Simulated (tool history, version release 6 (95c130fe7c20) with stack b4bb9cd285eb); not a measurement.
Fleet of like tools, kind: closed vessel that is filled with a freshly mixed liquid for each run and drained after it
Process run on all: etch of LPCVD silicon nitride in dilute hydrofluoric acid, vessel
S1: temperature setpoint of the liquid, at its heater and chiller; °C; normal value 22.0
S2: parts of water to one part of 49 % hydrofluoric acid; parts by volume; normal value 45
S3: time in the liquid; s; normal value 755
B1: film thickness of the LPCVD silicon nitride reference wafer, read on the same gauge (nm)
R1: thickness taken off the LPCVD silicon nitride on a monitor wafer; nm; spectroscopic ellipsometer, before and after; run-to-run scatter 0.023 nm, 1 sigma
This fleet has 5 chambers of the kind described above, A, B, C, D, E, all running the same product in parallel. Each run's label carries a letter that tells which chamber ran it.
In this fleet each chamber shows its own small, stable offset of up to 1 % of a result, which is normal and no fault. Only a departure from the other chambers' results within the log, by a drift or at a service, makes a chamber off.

run,hour,S1,S2,S3,B1,R1
1E,7.5,22.0,45,755,109.97,7.5041
2C,12.3,22.0,45,755,110.02,7.4384
3A,17.3,22.0,45,755,110.01,7.4808
4D,23.7,22.0,45,755,110.02,7.5465
5B,28.3,22.0,45,755,109.99,7.5724
6D,36.2,22.0,45,755,110.00,7.5029
7C,42.1,22.0,45,755,110.01,7.4885
8B,47.1,22.0,45,755,110.00,7.5224
9A,52.7,22.0,45,755,110.04,7.5584
10E,61.4,22.0,45,755,110.01,7.5016
11D,68.0,22.0,45,755,110.00,7.4924
12C,74.6,20.0,45,315,109.99,2.7024
13A,82.3,20.0,45,315,109.98,2.7556
14B,89.2,20.0,45,315,109.95,2.7573
15E,95.7,20.0,45,315,109.99,2.7189
16D,103.5,20.0,45,315,109.98,2.7346
17C,111.9,22.0,45,755,109.98,7.4681
18B,116.3,22.0,45,755,110.03,7.5839
19A,123.8,22.0,45,755,109.99,7.5919
20E,131.4,22.0,45,755,110.04,7.4837
21D,137.7,22.0,45,755,110.02,7.5129
22B,143.9,26.5,45,1075,109.99,14.5590
23A,150.3,26.5,45,1075,110.03,14.6640
24C,155.0,26.5,45,1075,110.00,14.5430
25E,161.9,26.5,45,1075,109.99,14.3750
26C,169.0,26.5,45,1075,109.99,14.4120
27B,174.4,22.0,45,755,110.03,7.5547
28D,183.2,22.0,45,755,109.96,7.4901
29A,189.4,22.0,45,755,110.02,7.6838
30E,196.5,22.0,45,755,109.99,7.4765
31A,202.9,22.0,45,755,110.04,7.7221
32C,211.8,22.0,45,755,110.00,7.4638
33B,215.9,18.5,55,755,110.01,4.9001
34E,223.5,18.5,55,755,109.95,4.8518
35D,228.5,18.5,55,755,109.95,4.8711
36C,235.3,18.5,55,755,109.99,4.8313

The same settings go to every chamber for the next run, one line per chamber below. Forecast the results for each:
37A,241.9,22.0,45,755,,?
37B,241.9,22.0,45,755,,?
37C,241.9,22.0,45,755,,?
37D,241.9,22.0,45,755,,?
37E,241.9,22.0,45,755,,?

run,R1
37A,7.7886
37B,7.5495
37C,7.4937
37D,7.5026
37E,7.4538
